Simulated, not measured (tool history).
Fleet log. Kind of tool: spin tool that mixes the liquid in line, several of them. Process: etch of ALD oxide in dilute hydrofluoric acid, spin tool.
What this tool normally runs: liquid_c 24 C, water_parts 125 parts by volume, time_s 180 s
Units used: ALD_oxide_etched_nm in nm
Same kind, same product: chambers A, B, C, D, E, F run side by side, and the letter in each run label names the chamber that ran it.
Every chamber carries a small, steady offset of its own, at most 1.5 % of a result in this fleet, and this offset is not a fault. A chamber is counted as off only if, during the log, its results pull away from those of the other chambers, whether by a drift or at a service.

run,hour,liquid_c,water_parts,time_s,hours since the thermometer was replaced,hours since the hydrofluoric acid flow meter was replaced,"read-back film thickness of the ALD oxide reference wafer, read on the same gauge (nm)",ALD_oxide_etched_nm
1D,5.9,24,125,180,1000.9,560.5,69.983,29.322
2A,12.4,24,125,180,515.9,1468.9,70.007,29.437
3B,23.5,24,125,180,852.7,1783.5,69.995,29.53
4F,29.5,24,125,180,1278.4,705.1,70.006,29.088
5C,36.4,24,170,180,383.6,923.8,69.992,20.594
6E,47.3,24,170,180,621.2,2157.4,69.977,20.103
7B,55.4,24,170,180,884.6,1815.4,69.994,20.427
8D,62.1,24,170,180,1057.1,616.7,70.005,20.455
# hour 62.4: chamber A: hydrofluoric acid flow meter replaced
9E,68.9,24,170,180,642.8,2179,70.009,19.809
10F,76.3,24,170,180,1325.2,751.9,69.971,20.752
11A,87.6,24,125,180,591.1,25.3,70.005,29.57
12C,92.9,24,125,180,440.1,980.3,70.023,29.604
13B,103.9,24,125,180,933.1,1863.9,69.991,29.715
14D,115.3,24,125,180,1110.3,669.9,69.982,29.306
15C,125.4,24,125,210,472.6,1012.8,69.99,34.572
16F,131.8,24,125,210,1380.7,807.4,70.01,33.813
17A,142.9,24,125,210,646.4,80.6,69.978,34.296
18E,154,24,125,210,727.9,2264.1,70.019,33.646
19B,164.3,24,125,210,993.5,1924.3,70.003,34.434
# hour 168.7: chamber B: hydrofluoric acid flow meter replaced
20C,173.6,24,125,210,520.8,1061,69.983,34.363
21D,181.2,24,125,180,1176.2,735.8,69.984,29.314
# hour 184: chamber D: hydrofluoric acid flow meter replaced
22F,186.4,24,125,180,1435.3,862,69.984,29.511
23E,192.9,24,125,180,766.8,2303,70.008,29.238
24A,202.2,24,125,180,705.7,139.9,70.023,29.173
25F,210.8,24,80,180,1459.7,886.4,70.022,47.653
26D,217.5,24,80,180,1212.5,33.6,70.012,47.951
27A,222.4,24,80,180,725.9,160.1,70.007,48.541
28C,233,24,80,180,580.2,1120.4,69.982,48.953
29E,239.1,24,80,180,813,2349.2,69.991,47.184
30B,244.4,24,80,180,1073.6,75.8,70.001,48.767
31B,251,24,125,180,1080.2,82.4,70.016,29.563
# hour 254.3: chamber C: thermometer replaced
32E,262.3,24,125,180,836.2,2372.4,70.019,28.722
33C,271.3,24,125,180,17,1158.7,70.021,29.322
34A,281.8,24,125,180,785.3,219.5,69.983,29.331
35D,292.5,24,125,180,1287.5,108.6,70.034,29.21
36F,301.3,24,125,180,1550.2,976.9,70.004,29.341
37A,311.4,24,125,180,814.9,249.1,70.005,29.645
38E,316.9,24,125,180,890.8,2427,69.997,28.639
# hour 325.7: chamber F: thermometer replaced
39B,327.1,24,125,180,1156.3,158.5,70.01,29.6
40C,335.1,24,125,180,80.8,1222.5,70.006,29.409
41F,340.1,24,125,180,14.4,1015.7,69.994,29.487
42D,350.4,24,125,180,1345.4,166.5,69.998,29.424
43D,360.9,24,125,180,1355.9,177,69.992,29.192

Next, every chamber runs the same settings. What will each give?
44A,369.1,24,125,180,,,,?
44B,369.1,24,125,180,,,,?
44C,369.1,24,125,180,,,,?
44D,369.1,24,125,180,,,,?
44E,369.1,24,125,180,,,,?
44F,369.1,24,125,180,,,,?

run,ALD_oxide_etched_nm
44A,29.207
44B,29.621
44C,29.282
44D,29.436
44E,29.186
44F,29.472
